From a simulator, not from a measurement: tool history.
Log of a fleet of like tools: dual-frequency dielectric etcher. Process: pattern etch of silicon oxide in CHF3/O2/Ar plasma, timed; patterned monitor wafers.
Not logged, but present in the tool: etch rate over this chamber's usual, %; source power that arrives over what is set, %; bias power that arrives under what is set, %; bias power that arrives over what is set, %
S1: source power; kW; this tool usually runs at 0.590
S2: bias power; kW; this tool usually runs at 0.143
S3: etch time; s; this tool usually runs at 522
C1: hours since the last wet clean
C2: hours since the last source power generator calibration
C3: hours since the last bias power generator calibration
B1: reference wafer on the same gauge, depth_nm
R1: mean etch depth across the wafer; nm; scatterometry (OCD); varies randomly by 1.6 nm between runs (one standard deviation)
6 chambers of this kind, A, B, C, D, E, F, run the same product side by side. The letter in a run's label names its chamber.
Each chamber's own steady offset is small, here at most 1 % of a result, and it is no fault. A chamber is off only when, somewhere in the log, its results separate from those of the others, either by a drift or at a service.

Run 1F, hour 11.9: usual settings; C1 417.7; C2 1246.8; C3 3315.0; B1 1018.2. Result: R1 944.53 nm.
Run 2E, hour 17.6: usual settings; C1 481.2; C2 3100.1; C3 1889.5; B1 1018.2. Result: R1 956.26 nm.
Run 3A, hour 24.1: usual settings; C1 426.1; C2 1006.5; C3 2025.3; B1 1018.7. Result: R1 957.76 nm.
Run 4C, hour 30.0: usual settings; C1 219.3; C2 1017.5; C3 354.8; B1 1018.6. Result: R1 954.18 nm.
Run 5B, hour 42.0: usual settings; C1 324.0; C2 2128.6; C3 526.6; B1 1018.6. Result: R1 952.91 nm.
Run 6D, hour 53.7: usual settings; C1 350.6; C2 2839.3; C3 1442.1; B1 1019.2. Result: R1 953.28 nm.
Run 7F, hour 60.6: usual settings; C1 466.4; C2 1295.5; C3 3363.7; B1 1019.5. Result: R1 944.94 nm.
Run 8D, hour 71.2: usual settings; C1 368.1; C2 2856.8; C3 1459.6; B1 1019.5. Result: R1 951.19 nm.
Run 9B, hour 79.3: usual settings; C1 361.3; C2 2165.9; C3 563.9; B1 1019.9. Result: R1 949.19 nm.
At hour 87.9: chamber E: wet clean of the chamber.
Run 10C, hour 89.1: usual settings; C1 278.4; C2 1076.6; C3 413.9; B1 1020.2. Result: R1 957.49 nm.
Run 11E, hour 97.0: usual settings; C1 9.2; C2 3179.5; C3 1968.9; B1 1019.6. Result: R1 962.90 nm.
Run 12A, hour 105.7: usual settings but S1 0.650 kW, S3 470 s; C1 507.7; C2 1088.1; C3 2106.9; B1 1020.1. Result: R1 894.18 nm.
Run 13A, hour 118.2: usual settings but S1 0.650 kW, S3 470 s; C1 520.2; C2 1100.6; C3 2119.4; B1 1020.3. Result: R1 896.06 nm.
Run 14B, hour 126.7: usual settings but S1 0.650 kW, S3 470 s; C1 408.7; C2 2213.3; C3 611.3; B1 1020.3. Result: R1 893.12 nm.
Run 15C, hour 134.9: usual settings but S1 0.650 kW, S3 470 s; C1 324.2; C2 1122.4; C3 459.7; B1 1021.0. Result: R1 894.81 nm.
Run 16E, hour 141.6: usual settings but S1 0.650 kW, S3 470 s; C1 53.8; C2 3224.1; C3 2013.5; B1 1020.7. Result: R1 898.38 nm.
Run 17F, hour 149.5: usual settings but S1 0.650 kW, S3 470 s; C1 555.3; C2 1384.4; C3 3452.6; B1 1020.7. Result: R1 886.24 nm.
Run 18D, hour 155.6: usual settings; C1 452.5; C2 2941.2; C3 1544.0; B1 1021.3. Result: R1 956.29 nm.
At hour 156.3: chamber C: wet clean of the chamber.
Run 19A, hour 161.8: usual settings; C1 563.8; C2 1144.2; C3 2163.0; B1 1021.0. Result: R1 955.15 nm.
Run 20B, hour 168.7: usual settings; C1 450.7; C2 2255.3; C3 653.3; B1 1021.5. Result: R1 955.59 nm.
Run 21F, hour 176.2: usual settings; C1 582.0; C2 1411.1; C3 3479.3; B1 1021.7. Result: R1 944.08 nm.
At hour 184.3: chamber B: wet clean of the chamber.
Run 22C, hour 186.2: usual settings; C1 30.0; C2 1173.7; C3 511.0; B1 1021.7. Result: R1 956.48 nm.
At hour 194.3: chamber F: wet clean of the chamber.
Run 23D, hour 197.0: usual settings; C1 493.9; C2 2982.6; C3 1585.4; B1 1022.1. Result: R1 956.80 nm.
Run 24E, hour 203.5: usual settings; C1 115.7; C2 3286.0; C3 2075.4; B1 1022.3. Result: R1 960.37 nm.
At hour 212.1: chamber D: wet clean of the chamber.
Run 25C, hour 216.1: usual settings; C1 59.9; C2 1203.6; C3 540.9; B1 1022.3. Result: R1 957.32 nm.
Run 26F, hour 222.5: usual settings; C1 28.2; C2 1457.4; C3 3525.6; B1 1022.7. Result: R1 944.99 nm.
Run 27B, hour 233.3: usual settings; C1 49.0; C2 2319.9; C3 717.9; B1 1022.8. Result: R1 953.38 nm.
Run 28D, hour 243.9: usual settings; C1 31.8; C2 3029.5; C3 1632.3; B1 1023.0. Result: R1 956.75 nm.
Run 29E, hour 254.4: usual settings; C1 166.6; C2 3336.9; C3 2126.3; B1 1023.1. Result: R1 963.09 nm.
At hour 259.0: chamber A: wet clean of the chamber.
Run 30A, hour 260.9: usual settings; C1 2.0; C2 1243.3; C3 2262.1; B1 1023.9. Result: R1 963.23 nm.
Run 31F, hour 266.4: usual settings; C1 72.1; C2 1501.3; C3 3569.5; B1 1023.5. Result: R1 946.45 nm.
Run 32C, hour 274.3: usual settings but S1 0.530 kW, S2 0.132 kW; C1 118.1; C2 1261.8; C3 599.1; B1 1023.9. Result: R1 899.54 nm.
Run 33E, hour 281.0: usual settings but S1 0.530 kW, S2 0.132 kW; C1 193.2; C2 3363.5; C3 2152.9; B1 1023.9. Result: R1 901.68 nm.
Run 34A, hour 292.2: usual settings but S1 0.530 kW, S2 0.132 kW; C1 33.3; C2 1274.6; C3 2293.4; B1 1024.1. Result: R1 895.12 nm.
Run 35B, hour 304.8: usual settings but S1 0.530 kW, S2 0.132 kW; C1 120.5; C2 2391.4; C3 789.4; B1 1024.0. Result: R1 894.93 nm.
Run 36D, hour 312.4: usual settings but S1 0.530 kW, S2 0.132 kW; C1 100.3; C2 3098.0; C3 1700.8; B1 1024.6. Result: R1 893.24 nm.
Run 37C, hour 319.1: usual settings but S1 0.530 kW, S2 0.132 kW; C1 162.9; C2 1306.6; C3 643.9; B1 1024.5. Result: R1 897.79 nm.
Run 38D, hour 325.3: usual settings; C1 113.2; C2 3110.9; C3 1713.7; B1 1024.7. Result: R1 955.42 nm.
Run 39A, hour 337.6: usual settings; C1 78.7; C2 1320.0; C3 2338.8; B1 1025.0. Result: R1 963.10 nm.
Run 40F, hour 345.5: usual settings; C1 151.2; C2 1580.4; C3 3648.6; B1 1025.0. Result: R1 951.39 nm.

What goes on in this fleet: one chamber off, a drifting gauge, or nothing beyond the chambers' own small offsets? Name the chamber and the cause, if any.

No chamber is off; the gauge reading every chamber's wafers drifts, which makes the whole fleet appear to move together.
What lies behind it: gauge reads high (%) = 0.712.

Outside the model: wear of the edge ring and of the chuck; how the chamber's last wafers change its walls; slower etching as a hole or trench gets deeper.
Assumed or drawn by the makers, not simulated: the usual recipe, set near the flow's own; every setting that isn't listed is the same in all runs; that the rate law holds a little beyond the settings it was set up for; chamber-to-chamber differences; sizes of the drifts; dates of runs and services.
